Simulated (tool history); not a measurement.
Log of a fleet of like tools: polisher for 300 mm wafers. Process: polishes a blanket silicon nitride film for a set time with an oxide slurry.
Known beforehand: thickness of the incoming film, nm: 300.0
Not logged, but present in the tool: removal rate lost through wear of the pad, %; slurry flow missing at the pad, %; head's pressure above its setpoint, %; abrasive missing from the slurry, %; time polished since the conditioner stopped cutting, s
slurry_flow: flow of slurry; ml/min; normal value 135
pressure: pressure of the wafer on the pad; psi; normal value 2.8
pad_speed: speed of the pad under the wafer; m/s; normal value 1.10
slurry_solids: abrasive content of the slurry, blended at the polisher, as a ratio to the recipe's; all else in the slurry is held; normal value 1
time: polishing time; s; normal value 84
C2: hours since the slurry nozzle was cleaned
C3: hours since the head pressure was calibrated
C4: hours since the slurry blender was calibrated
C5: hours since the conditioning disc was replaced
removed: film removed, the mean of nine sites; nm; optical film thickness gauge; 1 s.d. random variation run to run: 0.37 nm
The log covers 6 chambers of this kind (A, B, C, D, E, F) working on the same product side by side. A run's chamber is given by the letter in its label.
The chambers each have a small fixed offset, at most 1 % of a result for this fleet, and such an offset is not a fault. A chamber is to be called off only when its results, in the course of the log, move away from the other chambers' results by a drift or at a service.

At hour 0.4: chamber A: worn pad replaced by a new one.
Run 1C, hour 11.1: usual settings; wafers polished on this pad 469; C2 105.8; C3 742.3; C4 14.1; C5 449.8. Result: removed 44.690 nm.
At hour 22.6: chamber B: worn pad replaced by a new one.
Run 2D, hour 22.6: usual settings; wafers polished on this pad 1237; C2 216.6; C3 862.7; C4 86.8; C5 88.5. Result: removed 44.371 nm.
At hour 26.7: chamber E: worn pad replaced by a new one.
Run 3B, hour 28.8: usual settings; wafers polished on this pad 68; C2 466.7; C3 100.6; C4 63.8; C5 93.2. Result: removed 43.960 nm.
Run 4F, hour 34.3: usual settings; wafers polished on this pad 1001; C2 494.4; C3 367.6; C4 76.9; C5 309.5. Result: removed 43.462 nm.
At hour 37.8: chamber D: head pressure recalibrated.
Run 5A, hour 45.2: usual settings; wafers polished on this pad 494; C2 401.5; C3 1106.7; C4 154.9; C5 226.4. Result: removed 44.232 nm.
At hour 45.5: chamber F: worn pad replaced by a new one.
At hour 48.0: chamber D: worn pad replaced by a new one.
At hour 52.7: chamber C: worn pad replaced by a new one.
Run 6E, hour 55.7: usual settings but pressure 3.1 psi, pad_speed 1.24 m/s; wafers polished on this pad 320; C2 120.7; C3 1046.8; C4 211.6; C5 114.5. Result: removed 54.167 nm.
Run 7F, hour 62.7: usual settings but pressure 3.1 psi, pad_speed 1.24 m/s; wafers polished on this pad 190; C2 522.8; C3 396.0; C4 105.3; C5 337.9. Result: removed 53.000 nm.
Run 8C, hour 70.8: usual settings but pressure 3.1 psi, pad_speed 1.24 m/s; wafers polished on this pad 199; C2 165.5; C3 802.0; C4 73.8; C5 509.5. Result: removed 54.723 nm.
At hour 73.5: chamber F: slurry blender recalibrated.
At hour 82.0: chamber C: conditioning disc replaced and pad reconditioned.
Run 9B, hour 82.3: usual settings but pressure 3.1 psi, pad_speed 1.24 m/s; wafers polished on this pad 657; C2 520.2; C3 154.1; C4 117.3; C5 146.7. Result: removed 54.092 nm.
At hour 83.3: chamber A: worn pad replaced by a new one.
Run 10E, hour 87.9: usual settings but pressure 3.1 psi, pad_speed 1.24 m/s; wafers polished on this pad 674; C2 152.9; C3 1079.0; C4 243.8; C5 146.7. Result: removed 53.667 nm.
Run 11A, hour 98.9: usual settings but pressure 3.1 psi, pad_speed 1.24 m/s; wafers polished on this pad 172; C2 455.2; C3 1160.4; C4 208.6; C5 280.1. Result: removed 53.483 nm.
At hour 100.7: chamber A: slurry blender recalibrated.
Run 12D, hour 105.1: usual settings; wafers polished on this pad 628; C2 299.1; C3 67.3; C4 169.3; C5 171.0. Result: removed 44.600 nm.
At hour 110.3: chamber A: head pressure recalibrated.
At hour 111.6: chamber E: worn pad replaced by a new one.
At hour 113.8: chamber E: slurry nozzle cleaned.
Run 13D, hour 114.0: usual settings but pad_speed 1.40 m/s, time 103 s; wafers polished on this pad 726; C2 308.0; C3 76.2; C4 178.2; C5 179.9. Result: removed 65.649 nm.
Run 14E, hour 122.0: usual settings but pad_speed 1.40 m/s, time 103 s; wafers polished on this pad 115; C2 8.3; C3 1113.1; C4 277.9; C5 180.8. Result: removed 65.450 nm.
At hour 125.6: chamber C: slurry nozzle cleaned.
Run 15B, hour 132.0: usual settings but pad_speed 1.40 m/s, time 103 s; wafers polished on this pad 1204; C2 569.9; C3 203.8; C4 167.0; C5 196.4. Result: removed 65.451 nm.
At hour 134.5: chamber D: conditioning disc replaced and pad reconditioned.
At hour 134.5: chamber B: worn pad replaced by a new one.
At hour 135.3: chamber E: head pressure recalibrated.
At hour 138.9: chamber C: worn pad replaced by a new one.
Run 16F, hour 139.8: usual settings but pad_speed 1.40 m/s, time 103 s; wafers polished on this pad 1039; C2 599.9; C3 473.1; C4 66.3; C5 415.0. Result: removed 65.245 nm.
At hour 143.1: chamber F: worn pad replaced by a new one.
At hour 146.6: chamber D: slurry nozzle cleaned.
Run 17C, hour 148.3: usual settings but pad_speed 1.40 m/s, time 103 s; wafers polished on this pad 103; C2 22.8; C3 879.5; C4 151.3; C5 66.4. Result: removed 66.243 nm.
Run 18A, hour 160.2: usual settings but pad_speed 1.40 m/s, time 103 s; wafers polished on this pad 847; C2 516.5; C3 49.9; C4 59.6; C5 341.4. Result: removed 65.031 nm.
Run 19D, hour 167.0: usual settings; wafers polished on this pad 1310; C2 20.5; C3 129.2; C4 231.2; C5 32.6. Result: removed 43.944 nm.
At hour 171.8: chamber A: worn pad replaced by a new one.
Run 20C, hour 177.4: usual settings; wafers polished on this pad 424; C2 51.9; C3 908.6; C4 180.4; C5 95.5. Result: removed 44.589 nm.
Run 21F, hour 185.9: usual settings; wafers polished on this pad 471; C2 646.0; C3 519.2; C4 112.4; C5 461.1. Result: removed 43.479 nm.
At hour 187.8: chamber D: worn pad replaced by a new one.
At hour 193.2: chamber E: worn pad replaced by a new one.
Run 22A, hour 196.2: usual settings; wafers polished on this pad 268; C2 552.5; C3 85.9; C4 95.6; C5 377.4. Result: removed 43.624 nm.
At hour 199.5: chamber F: slurry blender recalibrated.
Run 23B, hour 207.5: usual settings; wafers polished on this pad 804; C2 645.4; C3 279.3; C4 242.5; C5 271.9. Result: removed 43.835 nm.
At hour 210.5: chamber C: worn pad replaced by a new one.
At hour 213.8: chamber C: slurry blender recalibrated.
Run 24E, hour 218.5: usual settings; wafers polished on this pad 279; C2 104.8; C3 83.3; C4 374.4; C5 277.3. Result: removed 49.604 nm.
Run 25D, hour 226.8: usual settings; wafers polished on this pad 429; C2 80.3; C3 189.0; C4 291.0; C5 92.4. Result: removed 43.913 nm.
Run 26E, hour 238.4: usual settings; wafers polished on this pad 498; C2 124.7; C3 103.2; C4 394.3; C5 297.2. Result: removed 49.255 nm.
At hour 238.8: chamber D: slurry blender recalibrated.
Run 27A, hour 247.9: usual settings but slurry_flow 150 ml/min, time 93 s; wafers polished on this pad 838; C2 604.2; C3 137.6; C4 147.3; C5 429.1. Result: removed 50.285 nm.
At hour 253.4: chamber A: worn pad replaced by a new one.
At hour 254.7: chamber B: worn pad replaced by a new one.
Run 28B, hour 257.2: usual settings but slurry_flow 150 ml/min, time 93 s; wafers polished on this pad 28; C2 695.1; C3 329.0; C4 292.2; C5 321.6. Result: removed 50.020 nm.
At hour 257.9: chamber F: worn pad replaced by a new one.
Run 29C, hour 265.0: usual settings but slurry_flow 150 ml/min, time 93 s; wafers polished on this pad 600; C2 139.5; C3 996.2; C4 51.2; C5 183.1. Result: removed 49.625 nm.
At hour 270.7: chamber E: worn pad replaced by a new one.
At hour 275.1: chamber F: conditioning disc replaced and pad reconditioned.
Run 30F, hour 276.8: usual settings but slurry_flow 150 ml/min, time 93 s; wafers polished on this pad 209; C2 736.9; C3 610.1; C4 77.4; C5 1.7. Result: removed 48.946 nm.
At hour 280.2: chamber C: worn pad replaced by a new one.
Run 31A, hour 287.7: usual settings but slurry_flow 150 ml/min, time 93 s; wafers polished on this pad 377; C2 644.0; C3 177.4; C4 187.1; C5 468.9. Result: removed 49.254 nm.
At hour 288.1: chamber A: conditioning disc replaced and pad reconditioned.
At hour 294.0: chamber E: slurry blender recalibrated.
Run 32F, hour 296.4: usual settings but slurry_flow 150 ml/min, time 93 s; wafers polished on this pad 424; C2 756.5; C3 629.7; C4 97.0; C5 21.3. Result: removed 49.711 nm.
At hour 301.0: chamber E: slurry nozzle cleaned.
At hour 303.8: chamber C: slurry nozzle cleaned.
At hour 304.2: chamber B: slurry nozzle cleaned.
Run 33C, hour 308.1: usual settings; wafers polished on this pad 307; C2 4.3; C3 1039.3; C4 94.3; C5 226.2. Result: removed 44.859 nm.
Run 34B, hour 317.6: usual settings but slurry_flow 110 ml/min, time 59 s; wafers polished on this pad 693; C2 13.4; C3 389.4; C4 352.6; C5 382.0. Result: removed 30.006 nm.
At hour 320.3: chamber A: slurry blender recalibrated.
At hour 322.2: chamber F: slurry blender recalibrated.
At hour 324.3: chamber F: slurry nozzle cleaned.
Run 35D, hour 328.9: usual settings but slurry_flow 110 ml/min, time 59 s; wafers polished on this pad 1554; C2 182.4; C3 291.1; C4 90.2; C5 194.5. Result: removed 30.148 nm.
At hour 333.1: chamber D: worn pad replaced by a new one.
Run 36E, hour 336.7: usual settings but slurry_flow 110 ml/min, time 59 s; wafers polished on this pad 727; C2 35.8; C3 201.5; C4 42.8; C5 395.5. Result: removed 32.923 nm.
At hour 340.5: chamber B: head pressure recalibrated.
At hour 343.2: chamber A: worn pad replaced by a new one.
At hour 343.9: chamber A: slurry nozzle cleaned.
At hour 345.5: chamber D: conditioning disc replaced and pad reconditioned.
Run 37C, hour 348.1: usual settings but slurry_flow 110 ml/min, time 59 s; wafers polished on this pad 748; C2 44.3; C3 1079.3; C4 134.3; C5 266.2. Result: removed 30.144 nm.
Run 38E, hour 353.9: usual settings but slurry_flow 110 ml/min, time 59 s; wafers polished on this pad 916; C2 53.0; C3 218.7; C4 60.0; C5 412.7. Result: removed 33.579 nm.
At hour 362.4: chamber C: worn pad replaced by a new one.
Run 39A, hour 364.8: usual settings but slurry_flow 110 ml/min, time 59 s; wafers polished on this pad 238; C2 21.0; C3 254.5; C4 44.5; C5 76.7. Result: removed 29.888 nm.
At hour 370.1: chamber F: worn pad replaced by a new one.
Run 40B, hour 370.7: usual settings but pad_speed 1.26 m/s, time 57 s; wafers polished on this pad 1278; C2 66.5; C3 30.3; C4 405.7; C5 435.1. Result: removed 33.425 nm.
Run 41D, hour 377.0: usual settings but pad_speed 1.26 m/s, time 57 s; wafers polished on this pad 484; C2 230.5; C3 339.2; C4 138.3; C5 31.5. Result: removed 33.322 nm.
Run 42F, hour 384.5: usual settings but pad_speed 1.26 m/s, time 57 s; wafers polished on this pad 158; C2 60.2; C3 717.8; C4 62.4; C5 109.4. Result: removed 33.185 nm.
Run 43C, hour 390.6: usual settings but pad_speed 1.26 m/s, time 57 s; wafers polished on this pad 311; C2 86.8; C3 1121.8; C4 176.8; C5 308.7. Result: removed 34.250 nm.

The same settings go to every chamber for the next run, one line per chamber below. Forecast the results for each:
Run 44A, hour 399.2: usual settings but pressure 2.5 psi. Result: removed ?.
Run 44B, hour 399.2: usual settings but pressure 2.5 psi. Result: removed ?.
Run 44C, hour 399.2: usual settings but pressure 2.5 psi. Result: removed ?.
Run 44D, hour 399.2: usual settings but pressure 2.5 psi. Result: removed ?.
Run 44E, hour 399.2: usual settings but pressure 2.5 psi. Result: removed ?.
Run 44F, hour 399.2: usual settings but pressure 2.5 psi. Result: removed ?.

run  removed
44A   39.313
44B   39.224
44C   39.468
44D   39.321
44E   44.156
44F   38.798
